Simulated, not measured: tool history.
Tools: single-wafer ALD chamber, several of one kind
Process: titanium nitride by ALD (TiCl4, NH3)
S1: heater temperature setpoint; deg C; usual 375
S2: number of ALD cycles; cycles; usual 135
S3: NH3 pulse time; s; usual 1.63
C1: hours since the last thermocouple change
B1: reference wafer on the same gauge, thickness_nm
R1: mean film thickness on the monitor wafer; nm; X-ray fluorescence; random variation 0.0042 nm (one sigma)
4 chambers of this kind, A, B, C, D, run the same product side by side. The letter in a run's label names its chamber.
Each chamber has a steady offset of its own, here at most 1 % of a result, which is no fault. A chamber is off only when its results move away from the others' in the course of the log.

run   hour   S1   S2    S3      C1      B1      R1
 1C   10.8  375  135  1.63   638.8  2.6704  2.8725
 2A     20  375  135  1.63   835.4  2.6706  2.8947
 3B   34.5  375  135  1.63  2023.5   2.672  2.8961
 4D   50.4  375  135  1.63  1044.2  2.6726   2.882
 5C   60.7  375  135  1.63   688.7  2.6732  2.8823
 6D   68.8  375  135  1.63  1062.6  2.6742  2.8732
 7A   78.9  375  135  1.63   894.3  2.6733  2.8895
 8B   93.9  375  135  1.63  2082.9  2.6753  2.9066
 9A  101.3  375  135  1.63   916.7  2.6761  2.8937
10D  111.6  375  135  1.63  1105.4  2.6769  2.8844
11C  121.1  375  135  1.63   749.1  2.6757  2.8853
12B  136.6  375  135  1.63  2125.6  2.6775  2.9049
13D  148.6  375  135  1.63  1142.4  2.6781  2.8847
14B    164  375  135  1.63    2153  2.6787  2.9105
15C  179.7  375  115  2.13   807.7  2.6793  2.5017
16A  193.9  375  115  2.13  1009.3    2.68  2.5163
17B    210  375  115  2.13    2199   2.681  2.5192
18C  219.6  375  115  2.13   847.6  2.6812  2.5066
19D  230.3  383  135  1.25  1224.1   2.681  2.8649
20A  242.1  383  135  1.25  1057.5  2.6827  2.8862
21D  253.9  383  135  1.25  1247.7   2.683   2.877
22A  269.6  383  135  1.25    1085  2.6844  2.8869
23B  277.5  375  135  1.63  2266.5  2.6841  2.9104
24C  285.4  375  135  1.63   913.4  2.6858  2.8902
25D  292.6  367  135  1.63  1286.4  2.6864  2.8343
26C  302.4  367  135  1.63   930.4  2.6857   2.839

Next, every chamber runs the same settings. What will each give?
27A  314.1  375  135  1.63           ?
27B  314.1  375  135  1.63           ?
27C  314.1  375  135  1.63           ?
27D  314.1  375  135  1.63           ?

run      R1
27A  2.9127
27B  2.9197
27C  2.8925
27D  2.8896

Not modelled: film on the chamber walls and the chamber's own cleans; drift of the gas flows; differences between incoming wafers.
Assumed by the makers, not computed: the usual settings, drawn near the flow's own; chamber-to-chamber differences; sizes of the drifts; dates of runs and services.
